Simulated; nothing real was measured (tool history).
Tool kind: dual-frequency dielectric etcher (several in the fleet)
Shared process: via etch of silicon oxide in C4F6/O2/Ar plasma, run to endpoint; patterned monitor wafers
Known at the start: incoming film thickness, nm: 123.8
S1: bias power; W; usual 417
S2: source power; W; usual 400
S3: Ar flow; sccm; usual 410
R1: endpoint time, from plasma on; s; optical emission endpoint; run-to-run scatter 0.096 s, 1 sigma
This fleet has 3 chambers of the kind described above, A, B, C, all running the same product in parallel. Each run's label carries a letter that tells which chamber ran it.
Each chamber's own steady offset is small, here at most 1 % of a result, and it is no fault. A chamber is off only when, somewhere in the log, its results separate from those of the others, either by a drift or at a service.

At hour 0.3: chamber B: bias power generator calibrated.
Run 1A, hour 4.8: usual settings. Result: R1 30.055 s.
Run 2B, hour 11.2: usual settings. Result: R1 30.257 s.
Run 3C, hour 15.5: usual settings. Result: R1 30.046 s.
Run 4B, hour 19.4: usual settings. Result: R1 30.266 s.
Run 5A, hour 24.8: usual settings. Result: R1 30.182 s.
Run 6C, hour 28.7: usual settings. Result: R1 29.746 s.
Run 7A, hour 36.4: usual settings. Result: R1 29.952 s.
Run 8B, hour 41.6: usual settings. Result: R1 30.114 s.
Run 9C, hour 46: usual settings. Result: R1 29.899 s.
Run 10A, hour 50.1: usual settings. Result: R1 30.103 s.
Run 11B, hour 57.7: usual settings. Result: R1 30.113 s.
Run 12C, hour 62.8: usual settings. Result: R1 29.823 s.
Run 13C, hour 67.1: usual settings. Result: R1 29.821 s.
Run 14B, hour 75.2: usual settings. Result: R1 30.316 s.
Run 15A, hour 79.2: usual settings. Result: R1 30.176 s.
Run 16A, hour 84.5: usual settings. Result: R1 30.144 s.
Run 17B, hour 88.4: usual settings. Result: R1 30.222 s.
Run 18C, hour 92.7: usual settings. Result: R1 29.975 s.
Run 19B, hour 99.5: usual settings but S1 378 W, S3 337 sccm. Result: R1 30.86 s.
Run 20C, hour 105.5: usual settings but S1 378 W, S3 337 sccm. Result: R1 30.354 s.
Run 21A, hour 112.2: usual settings but S1 378 W, S3 337 sccm. Result: R1 30.495 s.
Run 22C, hour 116.2: usual settings. Result: R1 29.957 s.
Run 23A, hour 122.5: usual settings. Result: R1 30.15 s.
Run 24B, hour 126.9: usual settings. Result: R1 30.263 s.
Run 25A, hour 132.1: usual settings. Result: R1 30.11 s.
Run 26B, hour 136.4: usual settings. Result: R1 30.19 s.
Run 27C, hour 143: usual settings. Result: R1 30 s.
Run 28A, hour 148.5: usual settings. Result: R1 30.271 s.
Run 29C, hour 154.3: usual settings. Result: R1 29.862 s.
Run 30B, hour 159: usual settings. Result: R1 30.227 s.
Run 31B, hour 166.7: usual settings. Result: R1 30.166 s.
Run 32A, hour 174: usual settings but S2 330 W. Result: R1 32.235 s.
Run 33C, hour 180.3: usual settings but S2 330 W. Result: R1 32.274 s.
Run 34B, hour 184.4: usual settings but S2 330 W. Result: R1 32.462 s.
Run 35A, hour 189.6: usual settings. Result: R1 30.23 s.
Run 36C, hour 196.5: usual settings. Result: R1 30.111 s.
Run 37B, hour 200.4: usual settings. Result: R1 30.261 s.
At hour 206.6: chamber C: wet clean of the chamber.
Run 38A, hour 208.1: usual settings. Result: R1 30.061 s.
Run 39C, hour 215: usual settings. Result: R1 30.19 s.
Run 40A, hour 222.2: usual settings. Result: R1 30.082 s.
Run 41C, hour 227.6: usual settings. Result: R1 30.076 s.

Does one chamber stand apart from the rest, does the shared gauge drift, or is all well apart from small per-chamber offsets? Give the chamber and the most likely cause, where there is one.

The fleet is healthy, with each chamber sitting at its usual small offset and no drift in the gauge.

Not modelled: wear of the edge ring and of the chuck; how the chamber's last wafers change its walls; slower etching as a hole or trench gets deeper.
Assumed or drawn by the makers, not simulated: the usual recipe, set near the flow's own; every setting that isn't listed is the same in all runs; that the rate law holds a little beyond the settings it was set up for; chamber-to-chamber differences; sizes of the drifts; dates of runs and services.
